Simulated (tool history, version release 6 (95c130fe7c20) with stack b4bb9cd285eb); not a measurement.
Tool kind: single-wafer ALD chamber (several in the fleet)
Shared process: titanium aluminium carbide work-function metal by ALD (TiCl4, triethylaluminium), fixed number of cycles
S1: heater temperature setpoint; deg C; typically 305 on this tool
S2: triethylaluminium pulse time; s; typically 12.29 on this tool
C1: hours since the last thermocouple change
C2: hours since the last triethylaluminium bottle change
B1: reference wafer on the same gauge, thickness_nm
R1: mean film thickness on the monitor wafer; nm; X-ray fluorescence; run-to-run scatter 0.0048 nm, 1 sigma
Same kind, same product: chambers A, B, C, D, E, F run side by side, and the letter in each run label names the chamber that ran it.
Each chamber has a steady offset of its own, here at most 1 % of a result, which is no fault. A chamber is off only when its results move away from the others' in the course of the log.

{"run": "1D", "day": 0.15, "S1": 305, "S2": 12.29, "C1": 1587.0, "C2": 949.6, "B1": 2.2992, "R1": 2.0797}
{"run": "2C", "day": 0.362, "S1": 305, "S2": 12.29, "C1": 702.1, "C2": 829.7, "B1": 2.3, "R1": 2.0549}
{"run": "3B", "day": 0.629, "S1": 305, "S2": 12.29, "C1": 764.9, "C2": 477.8, "B1": 2.3012, "R1": 2.0797}
{"run": "4F", "day": 0.871, "S1": 305, "S2": 12.29, "C1": 101.6, "C2": 1004.2, "B1": 2.3009, "R1": 2.0819}
{"run": "5A", "day": 1.133, "S1": 305, "S2": 12.29, "C1": 460.1, "C2": 349.6, "B1": 2.3, "R1": 2.0787}
{"run": "6E", "day": 1.333, "S1": 305, "S2": 12.29, "C1": 423.0, "C2": 651.5, "B1": 2.2986, "R1": 2.0755}
{"run": "7D", "day": 1.525, "S1": 305, "S2": 12.29, "C1": 1620.0, "C2": 982.6, "B1": 2.3002, "R1": 2.0898}
{"run": "8F", "day": 1.796, "S1": 305, "S2": 12.29, "C1": 123.8, "C2": 1026.4, "B1": 2.3, "R1": 2.0918}
{"run": "9B", "day": 2.079, "S1": 305, "S2": 12.29, "C1": 799.7, "C2": 512.6, "B1": 2.3011, "R1": 2.08}
{"run": "10C", "day": 2.225, "S1": 305, "S2": 12.29, "C1": 746.8, "C2": 874.4, "B1": 2.2989, "R1": 2.0519}
{"run": "11A", "day": 2.375, "S1": 305, "S2": 12.29, "C1": 489.9, "C2": 379.4, "B1": 2.2998, "R1": 2.0785}
{"run": "12E", "day": 2.546, "S1": 305, "S2": 12.29, "C1": 452.1, "C2": 680.6, "B1": 2.2998, "R1": 2.0805}
{"run": "13D", "day": 2.838, "S1": 305, "S2": 12.29, "C1": 1651.5, "C2": 1014.1, "B1": 2.2998, "R1": 2.0808}
{"run": "14F", "day": 3.004, "S1": 305, "S2": 12.29, "C1": 152.8, "C2": 1055.4, "B1": 2.3004, "R1": 2.0876}
{"run": "15E", "day": 3.171, "S1": 305, "S2": 12.29, "C1": 467.1, "C2": 695.6, "B1": 2.299, "R1": 2.0774}
{"run": "16A", "day": 3.412, "S1": 305, "S2": 9.98, "C1": 514.8, "C2": 404.3, "B1": 2.3001, "R1": 2.0457}
{"run": "17B", "day": 3.554, "S1": 305, "S2": 9.98, "C1": 835.1, "C2": 548.0, "B1": 2.2997, "R1": 2.0391}
{"run": "18C", "day": 3.708, "S1": 305, "S2": 9.98, "C1": 782.4, "C2": 910.0, "B1": 2.2994, "R1": 2.0274}
{"run": "19D", "day": 3.904, "S1": 305, "S2": 9.98, "C1": 1677.1, "C2": 1039.7, "B1": 2.2999, "R1": 2.0453}
{"run": "20A", "day": 4.058, "S1": 305, "S2": 9.98, "C1": 530.3, "C2": 419.8, "B1": 2.2995, "R1": 2.0314}
{"run": "21E", "day": 4.204, "S1": 305, "S2": 9.98, "C1": 491.9, "C2": 720.4, "B1": 2.2983, "R1": 2.0387}
{"run": "22F", "day": 4.446, "S1": 305, "S2": 12.29, "C1": 187.4, "C2": 1090.0, "B1": 2.3013, "R1": 2.089}
{"day": 4.596, "done": "chamber C: triethylaluminium bottle replaced"}
{"run": "23B", "day": 4.717, "S1": 305, "S2": 12.29, "C1": 863.0, "C2": 575.9, "B1": 2.2989, "R1": 2.0704}
{"run": "24C", "day": 5.004, "S1": 305, "S2": 12.29, "C1": 813.5, "C2": 9.8, "B1": 2.2993, "R1": 2.0553}
{"run": "25B", "day": 5.188, "S1": 305, "S2": 12.29, "C1": 874.3, "C2": 587.2, "B1": 2.3004, "R1": 2.0722}
{"run": "26E", "day": 5.408, "S1": 305, "S2": 12.29, "C1": 520.8, "C2": 749.3, "B1": 2.2998, "R1": 2.0827}
{"run": "27A", "day": 5.65, "S1": 305, "S2": 12.29, "C1": 568.5, "C2": 458.0, "B1": 2.301, "R1": 2.0559}
{"run": "28C", "day": 5.833, "S1": 305, "S2": 12.29, "C1": 833.4, "C2": 29.7, "B1": 2.2986, "R1": 2.0598}
{"run": "29F", "day": 5.988, "S1": 305, "S2": 12.29, "C1": 224.4, "C2": 1127.0, "B1": 2.2993, "R1": 2.0921}
{"run": "30D", "day": 6.238, "S1": 312, "S2": 12.29, "C1": 1733.1, "C2": 1095.7, "B1": 2.3005, "R1": 2.1471}
{"run": "31A", "day": 6.467, "S1": 312, "S2": 12.29, "C1": 588.1, "C2": 477.6, "B1": 2.2998, "R1": 2.1032}
{"run": "32E", "day": 6.638, "S1": 312, "S2": 12.29, "C1": 550.3, "C2": 778.8, "B1": 2.2999, "R1": 2.1503}
{"run": "33F", "day": 6.829, "S1": 312, "S2": 12.29, "C1": 244.6, "C2": 1147.2, "B1": 2.2991, "R1": 2.1445}
{"run": "34D", "day": 7.121, "S1": 312, "S2": 12.29, "C1": 1754.3, "C2": 1116.9, "B1": 2.2993, "R1": 2.1401}
{"run": "35C", "day": 7.342, "S1": 312, "S2": 12.29, "C1": 869.6, "C2": 65.9, "B1": 2.2995, "R1": 2.1265}
{"run": "36B", "day": 7.592, "S1": 305, "S2": 12.29, "C1": 932.0, "C2": 644.9, "B1": 2.3017, "R1": 2.0797}
{"run": "37B", "day": 7.758, "S1": 305, "S2": 12.29, "C1": 936.0, "C2": 648.9, "B1": 2.2995, "R1": 2.084}
{"run": "38F", "day": 7.983, "S1": 294, "S2": 12.29, "C1": 272.3, "C2": 1174.9, "B1": 2.3009, "R1": 1.9855}
{"run": "39D", "day": 8.204, "S1": 294, "S2": 12.29, "C1": 1780.3, "C2": 1142.9, "B1": 2.3006, "R1": 1.9823}
{"run": "40A", "day": 8.346, "S1": 294, "S2": 12.29, "C1": 633.2, "C2": 522.7, "B1": 2.3002, "R1": 1.925}

One chamber off, gauge drift, or nothing amiss beyond the chambers' own small offsets? If it is a chamber, which one, and what is the likeliest cause?

It is chamber A that slowly wanders off from its peers.
Most likely cause: triethylaluminium dose below that of a fresh bottle (%) = 25.2.
Not necessarily distinguishable in this log from: wafer temperature below the value expected at the setpoint (K).

Here are 4 candidates for chamber A's next run, each the usual settings with a change, their results left as question marks. Which one brings its results back in line with what the others give on the usual settings?
Maximum distance from the other chambers' mean on the usual settings for a result to count as in line: R1 0.0170 nm
{"run": "41A-1", "day": 8.562, "S1": 314, "S2": 15.01, "R1": "?"}
{"run": "41A-2", "day": 8.562, "S1": 309, "S2": 13.38, "R1": "?"}
{"run": "41A-3", "day": 8.562, "S1": 298, "S2": 10.3, "R1": "?"}
{"run": "41A-4", "day": 8.562, "S1": 301, "S2": 11.2, "R1": "?"}

The other chambers' mean on the usual settings: R1 2.0773 nm
run=41A-1 R1=2.1448
run=41A-2 R1=2.0770
run=41A-3 R1=1.9021
run=41A-4 R1=1.9574
The right change is 41A-2: it brings the chamber back within the allowed miss of the others.

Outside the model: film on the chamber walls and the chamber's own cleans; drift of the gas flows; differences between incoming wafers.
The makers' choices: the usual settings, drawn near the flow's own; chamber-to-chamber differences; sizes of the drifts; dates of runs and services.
